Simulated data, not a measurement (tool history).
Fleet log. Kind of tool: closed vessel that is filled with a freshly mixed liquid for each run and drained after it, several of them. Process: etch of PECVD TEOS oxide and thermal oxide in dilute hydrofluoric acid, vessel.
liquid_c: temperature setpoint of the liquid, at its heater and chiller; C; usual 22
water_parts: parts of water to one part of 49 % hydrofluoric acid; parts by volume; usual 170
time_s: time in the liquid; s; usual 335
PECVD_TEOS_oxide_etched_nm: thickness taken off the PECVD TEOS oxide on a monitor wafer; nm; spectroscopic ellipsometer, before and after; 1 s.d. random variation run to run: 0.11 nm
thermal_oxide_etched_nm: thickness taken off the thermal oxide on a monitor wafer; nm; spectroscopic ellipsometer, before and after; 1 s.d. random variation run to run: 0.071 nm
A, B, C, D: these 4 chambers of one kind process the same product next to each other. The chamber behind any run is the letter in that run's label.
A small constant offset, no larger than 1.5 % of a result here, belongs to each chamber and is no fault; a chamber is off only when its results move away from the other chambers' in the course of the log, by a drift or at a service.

| run | hour | liquid_c | water_parts | time_s | hours since the thermometer was replaced | hours since the hydrofluoric acid flow meter was replaced | read-back film thickness of the PECVD TEOS oxide reference wafer, read on the same gauge (nm) | read-back film thickness of the thermal oxide reference wafer, read on the same gauge (nm) | PECVD_TEOS_oxide_etched_nm | thermal_oxide_etched_nm |
|---|---|---|---|---|---|---|---|---|---|---|
| 1D | 10.3 | 22 | 170 | 335 | 262.2 | 467.6 | 149.98 | 69.975 | 25.397 | 8.0206 |
| 2A | 23.6 | 22 | 170 | 335 | 540.6 | 634.1 | 149.97 | 70.024 | 25.437 | 8.0229 |
| 3B | 35 | 22 | 170 | 335 | 414 | 1029.5 | 150.05 | 70.026 | 25.095 | 7.9815 |
| 4C | 48.8 | 22 | 170 | 335 | 1181.2 | 1462.3 | 149.95 | 70.01 | 25.338 | 7.9171 |
| 5C | 57.5 | 22 | 170 | 335 | 1189.9 | 1471 | 150.02 | 70.001 | 25.272 | 7.8868 |
| 6A | 68.6 | 22 | 170 | 335 | 585.6 | 679.1 | 150.01 | 70.014 | 25.284 | 7.9388 |
| 7D | 79.2 | 22 | 170 | 335 | 331.1 | 536.5 | 150.02 | 70.023 | 25.448 | 7.9955 |
| 8B | 87.9 | 22 | 170 | 335 | 466.9 | 1082.4 | 150.02 | 70 | 25.137 | 7.9141 |
| 9B | 101.8 | 22 | 170 | 335 | 480.8 | 1096.3 | 149.97 | 69.986 | 25.144 | 7.9073 |
|  | 105.5 | chamber D: hydrofluoric acid flow meter replaced |
| 10A | 112.1 | 22 | 170 | 335 | 629.1 | 722.6 | 149.98 | 69.994 | 25.482 | 7.9648 |
| 11D | 124 | 26.5 | 170 | 505 | 375.9 | 18.5 | 149.97 | 69.985 | 45.901 | 14.369 |
| 12C | 131.4 | 26.5 | 170 | 505 | 1263.8 | 1544.9 | 149.95 | 69.989 | 45.357 | 14.183 |
| 13C | 137.5 | 26.5 | 170 | 505 | 1269.9 | 1551 | 149.98 | 69.999 | 44.852 | 13.909 |
| 14D | 143.7 | 26.5 | 170 | 505 | 395.6 | 38.2 | 149.97 | 69.973 | 45.625 | 14.346 |
|  | 144.9 | chamber C: hydrofluoric acid flow meter replaced |
| 15A | 150.9 | 22 | 170 | 335 | 667.9 | 761.4 | 150.02 | 69.996 | 25.4 | 7.9995 |
| 16B | 163.1 | 22 | 170 | 335 | 542.1 | 1157.6 | 149.99 | 69.987 | 25.164 | 7.9867 |
| 17D | 170.4 | 22 | 170 | 335 | 422.3 | 64.9 | 150.04 | 69.998 | 25.668 | 8.0729 |
| 18A | 183.5 | 22 | 170 | 335 | 700.5 | 794 | 150 | 69.99 | 25.535 | 8.0452 |
| 19C | 193.4 | 22 | 90 | 335 | 1325.8 | 48.5 | 150.01 | 69.99 | 53.05 | 16.479 |
| 20B | 206.4 | 22 | 90 | 335 | 585.4 | 1200.9 | 149.98 | 69.981 | 51.899 | 16.551 |
| 21B | 212.8 | 22 | 90 | 335 | 591.8 | 1207.3 | 150.02 | 70.024 | 51.69 | 16.548 |
| 22A | 222.9 | 22 | 90 | 335 | 739.9 | 833.4 | 150.03 | 70.004 | 53.122 | 16.441 |
| 23C | 229.8 | 22 | 170 | 335 | 1362.2 | 84.9 | 150 | 69.983 | 25.073 | 7.9922 |
| 24D | 242.4 | 22 | 170 | 335 | 494.3 | 136.9 | 150.01 | 70.017 | 25.436 | 7.9692 |
| 25A | 254.4 | 22 | 170 | 335 | 771.4 | 864.9 | 149.98 | 70.009 | 25.61 | 8.0121 |
| 26C | 268.5 | 22 | 240 | 335 | 1400.9 | 123.6 | 150.03 | 70.012 | 16.543 | 5.1918 |
| 27B | 280.3 | 22 | 240 | 335 | 659.3 | 1274.8 | 150.01 | 70.032 | 16.406 | 5.2545 |
|  | 287.5 | chamber A: thermometer replaced |
| 28D | 290.8 | 22 | 240 | 335 | 542.7 | 185.3 | 150.03 | 69.996 | 16.684 | 5.2775 |
| 29C | 300.1 | 22 | 240 | 335 | 1432.5 | 155.2 | 150 | 70.012 | 16.628 | 5.2301 |
| 30A | 307.8 | 22 | 170 | 335 | 20.4 | 918.3 | 150 | 69.995 | 25.536 | 7.9341 |

Decide between three cases: one chamber stands off from its peers, the gauge reading all wafers drifts, or nothing is wrong past each chamber's small offset. Where a chamber is off, say which and what most likely put it there.

No chamber is off and the gauge is stable; the differences are just each chamber's small, constant offset.
